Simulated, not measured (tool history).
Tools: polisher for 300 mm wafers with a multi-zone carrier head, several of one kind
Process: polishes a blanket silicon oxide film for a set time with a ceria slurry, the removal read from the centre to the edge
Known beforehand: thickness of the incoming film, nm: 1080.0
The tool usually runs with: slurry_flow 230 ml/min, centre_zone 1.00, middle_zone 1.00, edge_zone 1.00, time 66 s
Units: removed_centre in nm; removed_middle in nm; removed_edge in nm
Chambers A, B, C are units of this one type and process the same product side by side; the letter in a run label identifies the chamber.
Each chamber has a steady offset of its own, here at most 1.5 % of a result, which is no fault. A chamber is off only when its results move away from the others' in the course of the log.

run   hour  slurry_flow  centre_zone  middle_zone  edge_zone  time  wafers polished on this pad  hours since the slurry nozzle was cleaned  hours since the centre zone pressure was calibrated  hours since the edge zone pressure was calibrated  removed_centre  removed_middle  removed_edge
 1C    4.7          230         1.00         1.00       1.00    66                          129                                      176.2                                                288.0                                              453.1          306.89          301.85        305.53
       8.9  -- chamber B: worn pad replaced by a new one
 2B   10.0          230         1.00         1.00       1.00    66                            7                                      520.0                                                 64.9                                              763.2          310.27          310.19        309.50
 3A   15.0          230         1.00         1.00       1.00    66                          811                                      514.0                                                429.5                                              189.4          310.68          308.46        305.79
 4A   22.1          230         1.00         1.00       1.00    66                          854                                      521.1                                                436.6                                              196.5          313.09          304.74        304.79
 5B   29.2          230         1.11         1.05       1.00    66                          123                                      539.2                                                 84.1                                              782.4          339.50          314.20        308.11
 6C   34.2          230         1.11         1.05       1.00    66                          307                                      205.7                                                317.5                                              482.6          344.66          319.99        302.74
 7B   39.2          230         1.11         1.05       1.00    66                          183                                      549.2                                                 94.1                                              792.4          349.11          323.63        310.51
      43.2  -- chamber B: slurry nozzle cleaned
 8A   46.1          290         0.94         1.00       1.00    66                          999                                      545.1                                                460.6                                              220.5          297.22          311.55        314.56
 9C   50.3          290         0.94         1.00       1.00    66                          404                                      221.8                                                333.6                                              498.7          284.16          307.24        310.24
10A   54.9          290         0.94         1.00       1.00    66                         1052                                      553.9                                                469.4                                              229.3          294.14          319.05        306.96
11B   61.1          230         1.00         1.00       1.00    66                          316                                       17.9                                                116.0                                              814.3          309.74          304.69        304.13
12C   68.1          230         1.00         1.00       1.00    66                          512                                      239.6                                                351.4                                              516.5          304.17          306.63        293.97
      71.8  -- chamber A: slurry nozzle cleaned
13B   75.7          230         1.00         1.00       1.00    66                          404                                       32.5                                                130.6                                              828.9          307.12          308.97        308.29
14C   83.2          230         1.00         1.00       1.00    66                          603                                      254.7                                                366.5                                              531.6          300.56          302.85        303.81
15A   90.3          230         1.00         1.00       1.00    66                         1266                                       18.6                                                504.8                                              264.7          299.60          309.92        304.69
      90.7  -- chamber B: worn pad replaced by a new one
16B   97.8          155         1.00         1.05       1.00    66                           42                                       54.6                                                152.7                                              851.0          291.30          297.31        291.47
17C  104.7          155         1.00         1.05       1.00    66                          733                                      276.2                                                388.0                                              553.1          274.72          291.42        281.28
     108.2  -- chamber A: worn pad replaced by a new one
18A  108.8          155         1.00         1.05       1.00    66                            3                                       37.1                                                523.3                                              283.2          288.78          302.12        288.68
19C  116.2          230         1.00         1.00       1.00    66                          803                                      287.7                                                399.5                                              564.6          293.11          292.65        293.72
20A  119.8          230         1.00         1.00       1.00    66                           70                                       48.1                                                534.3                                              294.2          306.99          302.58        306.09
21B  126.5          265         1.00         1.00       1.07    66                          216                                       83.3                                                181.4                                              879.7          311.94          307.76        321.36
22C  133.6          265         1.00         1.00       1.07    66                          908                                      305.1                                                416.9                                              582.0          294.86          299.96        309.34
23B  138.9          265         1.00         1.00       1.07    66                          291                                       95.7                                                193.8                                              892.1          307.01          302.56        323.61
24A  144.8          230         1.00         1.00       1.00    66                          221                                       73.1                                                559.3                                              319.2          309.78          317.35        305.54
25B  151.4          230         1.00         1.00       1.00    66                          366                                      108.2                                                206.3                                              904.6          305.37          303.96        304.13
26C  154.7          230         1.00         1.00       1.00    66                         1036                                      326.2                                                438.0                                              603.1          281.64          288.99        286.16
     156.2  -- chamber B: edge zone pressure recalibrated
27A  161.3          230         1.00         1.00       1.00    66                          321                                       89.6                                                575.8                                              335.7          309.78          307.51        311.87
28B  167.6          230         1.00         1.00       1.00    66                          464                                      124.4                                                222.5                                               11.5          310.61          304.80        306.45
29A  173.0          230         1.00         1.00       1.00    66                          391                                      101.3                                                587.5                                              347.4          315.42          302.42        302.56

Predict what each chamber gives when all 3 of them run the settings below next.
30A  178.6          230         1.00         1.00       1.00    44                                                                                                                                                                                               ?               ?             ?
30B  178.6          230         1.00         1.00       1.00    44                                                                                                                                                                                               ?               ?             ?
30C  178.6          230         1.00         1.00       1.00    44                                                                                                                                                                                               ?               ?             ?

run  removed_centre  removed_middle  removed_edge
30A          206.06          202.93        204.50
30B          202.02          197.56        204.62
30C          189.87          191.17        187.80

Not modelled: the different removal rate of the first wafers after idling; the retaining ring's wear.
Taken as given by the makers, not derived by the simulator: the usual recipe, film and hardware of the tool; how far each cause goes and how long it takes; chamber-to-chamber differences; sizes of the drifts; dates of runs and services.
